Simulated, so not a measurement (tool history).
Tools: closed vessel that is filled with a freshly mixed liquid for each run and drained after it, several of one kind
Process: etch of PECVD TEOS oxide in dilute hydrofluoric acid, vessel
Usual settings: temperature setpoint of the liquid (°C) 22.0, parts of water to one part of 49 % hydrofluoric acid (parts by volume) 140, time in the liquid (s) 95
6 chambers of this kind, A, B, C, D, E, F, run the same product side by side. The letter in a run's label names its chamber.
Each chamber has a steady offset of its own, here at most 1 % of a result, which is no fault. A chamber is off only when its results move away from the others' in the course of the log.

run,hour,temperature setpoint of the liquid (°C),parts of water to one part of 49 % hydrofluoric acid (parts by volume),time in the liquid (s),hours since the thermometer was replaced,hours since the hydrofluoric acid flow meter was replaced,"read-back film thickness of the PECVD TEOS oxide reference wafer, read on the same gauge (nm)",thickness taken off the PECVD TEOS oxide on a monitor wafer (angstrom)
1A,9.0,22.0,140,95,283.0,1491.6,69.998,168.910
2F,20.5,22.0,140,95,43.5,907.2,70.023,169.820
3E,31.1,22.0,140,95,1097.8,799.3,69.990,171.400
4C,41.6,22.0,140,95,626.8,144.7,70.001,170.850
5B,52.2,22.0,140,95,188.0,538.7,69.992,170.190
6D,58.3,22.0,140,95,332.8,147.0,69.986,169.910
# hour 61.6: chamber C: thermometer replaced
7F,63.9,22.0,140,95,86.9,950.6,70.017,169.880
8C,74.0,22.0,140,60,12.5,177.1,70.004,108.380
9B,80.3,22.0,140,60,216.1,566.8,69.990,107.520
10D,87.7,22.0,140,60,362.2,176.4,69.995,106.670
11E,95.8,22.0,140,60,1162.5,864.0,70.003,108.480
12A,108.1,22.0,140,60,382.1,1590.7,69.997,106.980
13C,114.4,22.0,140,60,52.9,217.5,70.019,108.250
14D,126.2,22.0,140,95,400.7,214.9,69.982,169.460
15B,131.7,22.0,140,95,267.5,618.2,70.013,172.210
# hour 136.6: chamber E: hydrofluoric acid flow meter replaced
16F,138.3,22.0,140,95,161.3,1025.0,70.004,170.230
# hour 141.5: chamber A: hydrofluoric acid flow meter replaced
17A,145.7,22.0,140,95,419.7,4.3,69.995,168.820
18E,154.1,20.0,140,95,1220.8,17.6,69.996,159.180
19E,165.7,20.0,140,95,1232.4,29.2,69.993,157.840
20D,175.6,20.0,140,95,450.1,264.3,70.004,156.580
21C,187.7,20.0,140,95,126.2,290.8,70.014,158.760
22A,196.2,20.0,140,95,470.2,54.8,70.002,155.830
23B,207.6,20.0,140,95,343.4,694.1,70.000,157.550
24F,217.9,22.0,140,95,240.9,1104.6,69.999,169.750
25B,230.4,22.0,140,95,366.2,716.9,69.994,170.200
26F,237.9,22.0,195,95,260.9,1124.6,69.996,115.660
27E,244.7,22.0,195,95,1311.4,108.2,70.004,116.280
28D,253.4,22.0,195,95,527.9,342.1,70.008,114.330
29C,265.3,22.0,195,95,203.8,368.4,69.992,115.850
30A,271.9,22.0,195,95,545.9,130.5,70.029,113.370
31A,280.5,22.0,195,95,554.5,139.1,70.015,113.860
32B,287.4,22.0,140,95,423.2,773.9,70.000,171.000
33C,299.8,22.0,140,95,238.3,402.9,69.984,171.470
34E,307.5,22.0,140,50,1374.2,171.0,70.000,89.685
35D,318.0,22.0,140,50,592.5,406.7,70.021,89.148
36F,325.5,22.0,140,50,348.5,1212.2,70.009,88.984
37F,332.2,22.0,140,50,355.2,1218.9,70.019,89.840
38B,341.2,22.0,140,50,477.0,827.7,70.018,90.237

What goes on in this fleet: one chamber off, a drifting gauge, or nothing beyond the chambers' own small offsets? Name the chamber and the cause, if any.

No chamber stands off beyond its own small offset, and the gauge holds steady.
